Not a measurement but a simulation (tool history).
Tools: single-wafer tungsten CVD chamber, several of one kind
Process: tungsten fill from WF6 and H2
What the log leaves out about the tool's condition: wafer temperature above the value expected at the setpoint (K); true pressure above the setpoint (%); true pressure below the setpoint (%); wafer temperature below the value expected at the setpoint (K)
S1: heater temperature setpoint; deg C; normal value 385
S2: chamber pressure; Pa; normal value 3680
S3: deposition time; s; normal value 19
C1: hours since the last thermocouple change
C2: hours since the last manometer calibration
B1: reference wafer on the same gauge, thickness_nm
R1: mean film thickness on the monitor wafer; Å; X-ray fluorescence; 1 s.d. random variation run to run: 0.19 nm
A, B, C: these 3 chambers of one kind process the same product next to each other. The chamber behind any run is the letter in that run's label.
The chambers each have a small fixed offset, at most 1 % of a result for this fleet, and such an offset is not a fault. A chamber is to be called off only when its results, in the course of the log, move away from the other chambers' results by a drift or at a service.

Run 1C, day 0.275: usual settings; C1 1765.4; C2 475.4; B1 40.829. Result: R1 398.44 Å.
Run 2B, day 0.625: usual settings; C1 1187.1; C2 664.5; B1 40.873. Result: R1 400.94 Å.
Run 3A, day 0.833: usual settings; C1 2717.4; C2 723.9; B1 40.932. Result: R1 405.73 Å.
Run 4A, day 1.038: usual settings; C1 2722.3; C2 728.8; B1 40.93. Result: R1 400.53 Å.
Run 5B, day 1.267: usual settings; C1 1202.5; C2 679.9; B1 40.925. Result: R1 400 Å.
Run 6C, day 1.529: usual settings; C1 1795.5; C2 505.5; B1 40.902. Result: R1 399.56 Å.
Run 7C, day 1.683: usual settings; C1 1799.2; C2 509.2; B1 40.923. Result: R1 397.88 Å.
Run 8B, day 1.975: usual settings; C1 1219.5; C2 696.9; B1 40.878. Result: R1 399.46 Å.
Run 9A, day 2.158: usual settings; C1 2749.2; C2 755.7; B1 40.881. Result: R1 402.2 Å.
Run 10B, day 2.383: usual settings; C1 1229.3; C2 706.7; B1 40.923. Result: R1 402.15 Å.
Run 11A, day 2.617: usual settings but S2 3973 Pa, S3 17 s; C1 2760.2; C2 766.7; B1 40.927. Result: R1 375.78 Å.
Run 12C, day 2.954: usual settings but S2 3973 Pa, S3 17 s; C1 1829.7; C2 539.7; B1 40.924. Result: R1 367.76 Å.
Run 13B, day 3.246: usual settings but S2 3973 Pa, S3 17 s; C1 1250; C2 727.4; B1 40.925. Result: R1 371.09 Å.
Run 14C, day 3.567: usual settings; C1 1844.4; C2 554.4; B1 40.9. Result: R1 400.96 Å.
Run 15A, day 3.875: usual settings; C1 2790.4; C2 796.9; B1 40.846. Result: R1 402.85 Å.
Run 16B, day 4.129: usual settings; C1 1271.2; C2 748.6; B1 40.912. Result: R1 401.19 Å.
Run 17A, day 4.354: usual settings; C1 2801.9; C2 808.4; B1 40.923. Result: R1 399.55 Å.
Run 18C, day 4.675: usual settings; C1 1871; C2 581; B1 40.894. Result: R1 397.43 Å.
Run 19B, day 4.954: usual settings but S1 381 deg C, S3 21.8 s; C1 1291; C2 768.4; B1 40.92. Result: R1 421.96 Å.
Run 20C, day 5.138: usual settings but S1 381 deg C, S3 21.8 s; C1 1882.1; C2 592.1; B1 40.902. Result: R1 422.37 Å.
At day 5.171: chamber A: thermocouple changed; heater temperature recalibrated.
Run 21A, day 5.325: usual settings but S1 381 deg C, S3 21.8 s; C1 3.7; C2 831.7; B1 40.873. Result: R1 439.47 Å.
Run 22B, day 5.662: usual settings; C1 1308; C2 785.4; B1 40.885. Result: R1 399.03 Å.
Run 23A, day 5.858: usual settings; C1 16.5; C2 844.5; B1 40.938. Result: R1 411.01 Å.
Run 24C, day 6.075: usual settings; C1 1904.6; C2 614.6; B1 40.916. Result: R1 398.84 Å.
Run 25C, day 6.225: usual settings; C1 1908.2; C2 618.2; B1 40.849. Result: R1 399.36 Å.
Run 26A, day 6.529: usual settings; C1 32.6; C2 860.6; B1 40.902. Result: R1 411.82 Å.
Run 27B, day 6.746: usual settings; C1 1334; C2 811.4; B1 40.884. Result: R1 399.76 Å.
Run 28A, day 6.929: usual settings but S2 2786 Pa, S3 17.6 s; C1 42.2; C2 870.2; B1 40.919. Result: R1 333.76 Å.
Run 29B, day 7.262: usual settings but S2 2786 Pa, S3 17.6 s; C1 1346.4; C2 823.8; B1 40.89. Result: R1 326.27 Å.
Run 30C, day 7.492: usual settings but S2 2786 Pa, S3 17.6 s; C1 1938.6; C2 648.6; B1 40.884. Result: R1 322.85 Å.
Run 31C, day 7.817: usual settings; C1 1946.4; C2 656.4; B1 40.886. Result: R1 396.25 Å.
Run 32B, day 8.021: usual settings; C1 1364.6; C2 842; B1 40.924. Result: R1 402 Å.
Run 33A, day 8.325: usual settings; C1 75.7; C2 903.7; B1 40.934. Result: R1 409.58 Å.
Run 34A, day 8.496: usual settings; C1 79.8; C2 907.8; B1 40.929. Result: R1 413.69 Å.
Run 35C, day 8.771: usual settings; C1 1969.3; C2 679.3; B1 40.896. Result: R1 397.33 Å.

Predict what each chamber gives when all 3 of them run the settings below next.
Run 36A, day 9.021: usual settings. Result: R1 ?.
Run 36B, day 9.021: usual settings. Result: R1 ?.
Run 36C, day 9.021: usual settings. Result: R1 ?.

run      R1
36A  409.06
36B   400.2
36C  397.73
